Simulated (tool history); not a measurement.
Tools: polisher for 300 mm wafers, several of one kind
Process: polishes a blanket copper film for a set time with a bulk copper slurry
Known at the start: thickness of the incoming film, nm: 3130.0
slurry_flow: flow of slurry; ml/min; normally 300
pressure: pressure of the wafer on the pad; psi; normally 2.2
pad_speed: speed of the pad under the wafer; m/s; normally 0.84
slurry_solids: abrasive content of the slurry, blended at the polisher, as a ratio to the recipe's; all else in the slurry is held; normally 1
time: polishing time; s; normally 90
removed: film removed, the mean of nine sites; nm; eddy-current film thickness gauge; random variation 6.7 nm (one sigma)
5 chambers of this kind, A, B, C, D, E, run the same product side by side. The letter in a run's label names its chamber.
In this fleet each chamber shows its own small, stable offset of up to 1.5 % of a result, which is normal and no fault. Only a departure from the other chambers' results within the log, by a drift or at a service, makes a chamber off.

{"hour": 14.8, "done": "chamber D: worn pad replaced by a new one"}
{"run": "1E", "hour": 16.3, "slurry_flow": 300, "pressure": 2.2, "pad_speed": 0.84, "slurry_solids": 1, "time": 90, "removed": 450.38}
{"hour": 26.0, "done": "chamber B: slurry nozzle cleaned"}
{"run": "2B", "hour": 29.7, "slurry_flow": 300, "pressure": 2.2, "pad_speed": 0.84, "slurry_solids": 1, "time": 90, "removed": 456.16}
{"hour": 37.2, "done": "chamber B: slurry blender recalibrated"}
{"run": "3A", "hour": 40.1, "slurry_flow": 300, "pressure": 2.2, "pad_speed": 0.84, "slurry_solids": 1, "time": 90, "removed": 462.09}
{"hour": 42.1, "done": "chamber A: worn pad replaced by a new one"}
{"hour": 43.6, "done": "chamber C: worn pad replaced by a new one"}
{"hour": 44.8, "done": "chamber C: slurry nozzle cleaned"}
{"run": "4D", "hour": 49.8, "slurry_flow": 300, "pressure": 2.2, "pad_speed": 0.84, "slurry_solids": 1, "time": 90, "removed": 466.87}
{"run": "5C", "hour": 64.2, "slurry_flow": 210, "pressure": 2.2, "pad_speed": 0.84, "slurry_solids": 1, "time": 90, "removed": 456.47}
{"hour": 69.8, "done": "chamber B: worn pad replaced by a new one"}
{"hour": 70.2, "done": "chamber E: slurry nozzle cleaned"}
{"run": "6B", "hour": 77.6, "slurry_flow": 210, "pressure": 2.2, "pad_speed": 0.84, "slurry_solids": 1, "time": 90, "removed": 447.67}
{"hour": 79.6, "done": "chamber E: worn pad replaced by a new one"}
{"hour": 84.4, "done": "chamber D: slurry nozzle cleaned"}
{"run": "7C", "hour": 91.6, "slurry_flow": 210, "pressure": 2.2, "pad_speed": 0.84, "slurry_solids": 1, "time": 90, "removed": 448.26}
{"run": "8A", "hour": 98.9, "slurry_flow": 210, "pressure": 2.2, "pad_speed": 0.84, "slurry_solids": 1, "time": 90, "removed": 444.84}
{"run": "9E", "hour": 114.7, "slurry_flow": 210, "pressure": 2.2, "pad_speed": 0.84, "slurry_solids": 1, "time": 90, "removed": 444.2}
{"hour": 116.0, "done": "chamber B: head pressure recalibrated"}
{"hour": 122.0, "done": "chamber D: slurry blender recalibrated"}
{"run": "10D", "hour": 122.5, "slurry_flow": 300, "pressure": 2.2, "pad_speed": 0.84, "slurry_solids": 1, "time": 90, "removed": 467.5}
{"run": "11A", "hour": 134.5, "slurry_flow": 300, "pressure": 2.2, "pad_speed": 0.84, "slurry_solids": 1, "time": 90, "removed": 465.48}
{"hour": 141.4, "done": "chamber C: worn pad replaced by a new one"}
{"hour": 143.5, "done": "chamber C: slurry blender recalibrated"}
{"run": "12B", "hour": 144.5, "slurry_flow": 300, "pressure": 2.2, "pad_speed": 0.62, "slurry_solids": 1, "time": 90, "removed": 339.79}
{"hour": 148.9, "done": "chamber B: slurry blender recalibrated"}
{"run": "13C", "hour": 156.4, "slurry_flow": 300, "pressure": 2.2, "pad_speed": 0.62, "slurry_solids": 1, "time": 90, "removed": 340.6}
{"hour": 161.0, "done": "chamber B: worn pad replaced by a new one"}
{"run": "14E", "hour": 164.1, "slurry_flow": 300, "pressure": 2.2, "pad_speed": 0.62, "slurry_solids": 1, "time": 90, "removed": 339.18}
{"run": "15D", "hour": 173.4, "slurry_flow": 300, "pressure": 2.2, "pad_speed": 0.62, "slurry_solids": 1, "time": 90, "removed": 339.66}
{"hour": 177.7, "done": "chamber D: worn pad replaced by a new one"}
{"hour": 180.6, "done": "chamber A: worn pad replaced by a new one"}
{"run": "16A", "hour": 185.1, "slurry_flow": 300, "pressure": 2.2, "pad_speed": 0.62, "slurry_solids": 1, "time": 90, "removed": 348.55}
{"run": "17B", "hour": 192.6, "slurry_flow": 300, "pressure": 2.2, "pad_speed": 0.84, "slurry_solids": 1, "time": 90, "removed": 468.51}
{"hour": 193.2, "done": "chamber E: worn pad replaced by a new one"}
{"hour": 196.6, "done": "chamber A: slurry blender recalibrated"}
{"run": "18C", "hour": 206.0, "slurry_flow": 300, "pressure": 2.2, "pad_speed": 0.84, "slurry_solids": 1, "time": 90, "removed": 472.33}
{"run": "19E", "hour": 216.5, "slurry_flow": 300, "pressure": 2.2, "pad_speed": 0.84, "slurry_solids": 1, "time": 90, "removed": 459}
{"run": "20D", "hour": 226.5, "slurry_flow": 300, "pressure": 2.2, "pad_speed": 0.84, "slurry_solids": 1, "time": 90, "removed": 460.16}
{"run": "21A", "hour": 241.3, "slurry_flow": 300, "pressure": 2.7, "pad_speed": 0.84, "slurry_solids": 1.2, "time": 90, "removed": 571.49}
{"run": "22C", "hour": 257.5, "slurry_flow": 300, "pressure": 2.7, "pad_speed": 0.84, "slurry_solids": 1.2, "time": 90, "removed": 617.05}
{"hour": 265.4, "done": "chamber C: worn pad replaced by a new one"}
{"run": "23D", "hour": 267.6, "slurry_flow": 300, "pressure": 2.7, "pad_speed": 0.84, "slurry_solids": 1.2, "time": 90, "removed": 586.67}
{"hour": 275.7, "done": "chamber B: worn pad replaced by a new one"}
{"hour": 279.6, "done": "chamber B: slurry blender recalibrated"}
{"run": "24E", "hour": 280.7, "slurry_flow": 300, "pressure": 2.7, "pad_speed": 0.84, "slurry_solids": 1.2, "time": 90, "removed": 587.13}
{"run": "25B", "hour": 289.4, "slurry_flow": 300, "pressure": 2.7, "pad_speed": 0.84, "slurry_solids": 1.2, "time": 90, "removed": 594.76}
{"hour": 292.5, "done": "chamber A: worn pad replaced by a new one"}
{"run": "26A", "hour": 297.9, "slurry_flow": 300, "pressure": 2.2, "pad_speed": 0.84, "slurry_solids": 1, "time": 90, "removed": 456.66}
{"hour": 304.2, "done": "chamber E: worn pad replaced by a new one"}
{"hour": 307.2, "done": "chamber E: head pressure recalibrated"}
{"hour": 308.3, "done": "chamber C: head pressure recalibrated"}
{"run": "27B", "hour": 313.4, "slurry_flow": 300, "pressure": 2.2, "pad_speed": 0.84, "slurry_solids": 1, "time": 90, "removed": 474.41}
{"run": "28C", "hour": 323.6, "slurry_flow": 300, "pressure": 2.2, "pad_speed": 0.84, "slurry_solids": 1, "time": 90, "removed": 468.12}
{"hour": 327.1, "done": "chamber E: slurry blender recalibrated"}
{"hour": 331.3, "done": "chamber D: worn pad replaced by a new one"}
{"run": "29E", "hour": 336.3, "slurry_flow": 385, "pressure": 2.2, "pad_speed": 0.84, "slurry_solids": 1, "time": 90, "removed": 469.92}
{"run": "30D", "hour": 346.9, "slurry_flow": 385, "pressure": 2.2, "pad_speed": 0.84, "slurry_solids": 1, "time": 90, "removed": 458.7}
{"run": "31B", "hour": 358.0, "slurry_flow": 385, "pressure": 2.2, "pad_speed": 0.84, "slurry_solids": 1, "time": 90, "removed": 470.12}
{"hour": 366.5, "done": "chamber C: worn pad replaced by a new one"}
{"run": "32E", "hour": 369.6, "slurry_flow": 385, "pressure": 2.2, "pad_speed": 0.84, "slurry_solids": 1, "time": 90, "removed": 474.33}
{"hour": 378.1, "done": "chamber B: slurry blender recalibrated"}
{"run": "33C", "hour": 381.3, "slurry_flow": 385, "pressure": 2.2, "pad_speed": 0.84, "slurry_solids": 1, "time": 90, "removed": 480.49}
{"hour": 386.9, "done": "chamber B: worn pad replaced by a new one"}
{"run": "34D", "hour": 389.6, "slurry_flow": 300, "pressure": 2.2, "pad_speed": 0.84, "slurry_solids": 1, "time": 70, "removed": 369.26}
{"hour": 402.1, "done": "chamber E: worn pad replaced by a new one"}
{"run": "35A", "hour": 405.5, "slurry_flow": 300, "pressure": 2.2, "pad_speed": 0.84, "slurry_solids": 1, "time": 70, "removed": 360.47}
{"run": "36A", "hour": 420.2, "slurry_flow": 300, "pressure": 2.2, "pad_speed": 0.84, "slurry_solids": 1, "time": 70, "removed": 369.08}
{"hour": 421.7, "done": "chamber A: worn pad replaced by a new one"}
{"run": "37E", "hour": 436.5, "slurry_flow": 300, "pressure": 2.2, "pad_speed": 0.84, "slurry_solids": 1, "time": 70, "removed": 358.22}
{"run": "38B", "hour": 449.5, "slurry_flow": 300, "pressure": 2.2, "pad_speed": 0.84, "slurry_solids": 1, "time": 70, "removed": 356.8}
{"hour": 462.6, "done": "chamber D: slurry blender recalibrated"}
{"hour": 465.4, "done": "chamber C: worn pad replaced by a new one"}
{"run": "39D", "hour": 465.6, "slurry_flow": 300, "pressure": 2.2, "pad_speed": 0.84, "slurry_solids": 1, "time": 90, "removed": 466.36}
{"hour": 473.2, "done": "chamber D: worn pad replaced by a new one"}
{"run": "40C", "hour": 479.2, "slurry_flow": 300, "pressure": 2.2, "pad_speed": 0.84, "slurry_solids": 1, "time": 90, "removed": 465.47}
{"hour": 484.8, "done": "chamber C: slurry nozzle cleaned"}
{"run": "41A", "hour": 492.1, "slurry_flow": 300, "pressure": 2.2, "pad_speed": 0.84, "slurry_solids": 1, "time": 90, "removed": 477.88}
{"hour": 504.8, "done": "chamber D: slurry nozzle cleaned"}
{"run": "42C", "hour": 506.1, "slurry_flow": 300, "pressure": 2.2, "pad_speed": 0.84, "slurry_solids": 1, "time": 90, "removed": 471.58}
{"run": "43D", "hour": 517.0, "slurry_flow": 300, "pressure": 2.2, "pad_speed": 0.84, "slurry_solids": 1, "time": 90, "removed": 460.69}

What goes on in this fleet: one chamber off, a drifting gauge, or nothing beyond the chambers' own small offsets? Name the chamber and the cause, if any.

Nothing is wrong: each chamber keeps only its own small, steady offset and the gauge holds still.
